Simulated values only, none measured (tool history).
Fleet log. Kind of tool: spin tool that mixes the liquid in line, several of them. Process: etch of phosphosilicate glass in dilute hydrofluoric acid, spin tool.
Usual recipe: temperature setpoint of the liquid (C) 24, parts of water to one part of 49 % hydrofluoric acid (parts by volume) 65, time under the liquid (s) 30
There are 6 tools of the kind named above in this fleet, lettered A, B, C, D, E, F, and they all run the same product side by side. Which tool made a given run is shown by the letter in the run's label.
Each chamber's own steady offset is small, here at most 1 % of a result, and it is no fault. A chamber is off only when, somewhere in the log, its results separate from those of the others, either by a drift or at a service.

| run | hour | temperature setpoint of the liquid (C) | parts of water to one part of 49 % hydrofluoric acid (parts by volume) | time under the liquid (s) | hours since the thermometer was replaced | hours since the hydrofluoric acid flow meter was replaced | read-back film thickness of the phosphosilicate glass reference wafer, read on the same gauge (nm) | thickness taken off the phosphosilicate glass on a monitor wafer (nm) |
|---|---|---|---|---|---|---|---|---|
| 1F | 2.7 | 24 | 65 | 30 | 115.4 | 1580.4 | 109.98 | 81.22 |
| 2D | 5.2 | 24 | 65 | 30 | 1235.7 | 373.7 | 110.01 | 79.237 |
| 3A | 7.8 | 24 | 65 | 30 | 1110.6 | 211 | 110.02 | 80.163 |
| 4C | 12.6 | 24 | 65 | 30 | 958.5 | 634.2 | 110.02 | 79.607 |
| 5B | 15.3 | 24 | 65 | 30 | 1952.1 | 554.6 | 110.02 | 80.923 |
| 6E | 19.9 | 24 | 65 | 30 | 2677.6 | 739.1 | 110.01 | 80.185 |
| 7E | 22 | 24 | 65 | 30 | 2679.7 | 741.2 | 110 | 79.813 |
| 8C | 26.3 | 24 | 65 | 30 | 972.2 | 647.9 | 110.01 | 80.701 |
| 9F | 29.9 | 24 | 65 | 30 | 142.6 | 1607.6 | 110 | 81.128 |
| 10D | 34.6 | 24 | 65 | 30 | 1265.1 | 403.1 | 109.97 | 81.055 |
| 11B | 37.6 | 24 | 65 | 30 | 1974.4 | 576.9 | 109.99 | 79.303 |
| 12A | 41.1 | 24 | 65 | 30 | 1143.9 | 244.3 | 110 | 79.269 |
| 13A | 45.4 | 24 | 65 | 30 | 1148.2 | 248.6 | 109.99 | 80.633 |
| 14C | 48.1 | 24 | 65 | 30 | 994 | 669.7 | 110 | 80.719 |
| 15B | 51.8 | 24 | 65 | 30 | 1988.6 | 591.1 | 110.01 | 80.013 |
| 16F | 55.4 | 24 | 50 | 15 | 168.1 | 1633.1 | 110.01 | 53.425 |
| 17D | 59 | 24 | 50 | 15 | 1289.5 | 427.5 | 109.99 | 52.397 |
| 18E | 62.8 | 24 | 50 | 15 | 2720.5 | 782 | 109.99 | 53.097 |
| 19E | 65.5 | 24 | 50 | 15 | 2723.2 | 784.7 | 110.01 | 52.737 |
| 20D | 67.7 | 24 | 50 | 15 | 1298.2 | 436.2 | 110.02 | 51.373 |
| 21A | 70.8 | 24 | 50 | 15 | 1173.6 | 274 | 110.03 | 53.472 |
| 22F | 75.3 | 24 | 65 | 30 | 188 | 1653 | 110 | 80.595 |
| 23C | 78.9 | 24 | 65 | 30 | 1024.8 | 700.5 | 110 | 81.1 |
|  | 79.3 | chamber A: thermometer replaced |
| 24B | 81.2 | 24 | 65 | 30 | 2018 | 620.5 | 110.01 | 79.726 |
|  | 83.8 | chamber E: thermometer replaced |
| 25D | 85.9 | 24 | 65 | 30 | 1316.4 | 454.4 | 110 | 76.862 |
| 26E | 88.3 | 24 | 65 | 30 | 4.5 | 807.5 | 109.97 | 79.994 |
| 27C | 92.9 | 24 | 65 | 30 | 1038.8 | 714.5 | 109.99 | 80.464 |
| 28A | 95.1 | 24 | 65 | 30 | 15.9 | 298.3 | 109.99 | 79.69 |
| 29F | 97.3 | 24 | 65 | 30 | 210 | 1675 | 110 | 80.707 |
| 30B | 100.2 | 24 | 65 | 30 | 2037 | 639.5 | 110.03 | 79.987 |
| 31F | 103.3 | 24 | 65 | 40 | 216 | 1681 | 109.99 | 108.27 |
| 32C | 106.1 | 24 | 65 | 40 | 1052 | 727.7 | 109.99 | 108.52 |
| 33D | 109.8 | 24 | 65 | 40 | 1340.3 | 478.3 | 110.01 | 99.996 |
| 34B | 112.7 | 24 | 65 | 40 | 2049.5 | 652 | 110.01 | 106.06 |
| 35A | 116 | 24 | 65 | 40 | 36.8 | 319.2 | 109.99 | 108.29 |
| 36E | 119.7 | 24 | 65 | 40 | 35.9 | 838.9 | 109.99 | 105.69 |
| 37F | 123.9 | 24 | 35 | 30 | 236.6 | 1701.6 | 110.01 | 155.03 |
| 38C | 128.7 | 24 | 35 | 30 | 1074.6 | 750.3 | 109.98 | 158.58 |
| 39E | 131.6 | 24 | 35 | 30 | 47.8 | 850.8 | 110 | 152.64 |
| 40D | 135.9 | 24 | 35 | 30 | 1366.4 | 504.4 | 109.99 | 140.16 |
| 41B | 140.4 | 24 | 35 | 30 | 2077.2 | 679.7 | 110.03 | 152.93 |

For the next run the whole fleet of 6 chambers uses the same settings. Give each chamber's results:
| 42A | 143.9 | 24 | 65 | 15 |  |  |  | ? |
| 42B | 143.9 | 24 | 65 | 15 |  |  |  | ? |
| 42C | 143.9 | 24 | 65 | 15 |  |  |  | ? |
| 42D | 143.9 | 24 | 65 | 15 |  |  |  | ? |
| 42E | 143.9 | 24 | 65 | 15 |  |  |  | ? |
| 42F | 143.9 | 24 | 65 | 15 |  |  |  | ? |

| run | thickness taken off the phosphosilicate glass on a monitor wafer (nm) |
|---|---|
| 42A | 40.479 |
| 42B | 39.9 |
| 42C | 41.092 |
| 42D | 35.877 |
| 42E | 39.314 |
| 42F | 40.034 |

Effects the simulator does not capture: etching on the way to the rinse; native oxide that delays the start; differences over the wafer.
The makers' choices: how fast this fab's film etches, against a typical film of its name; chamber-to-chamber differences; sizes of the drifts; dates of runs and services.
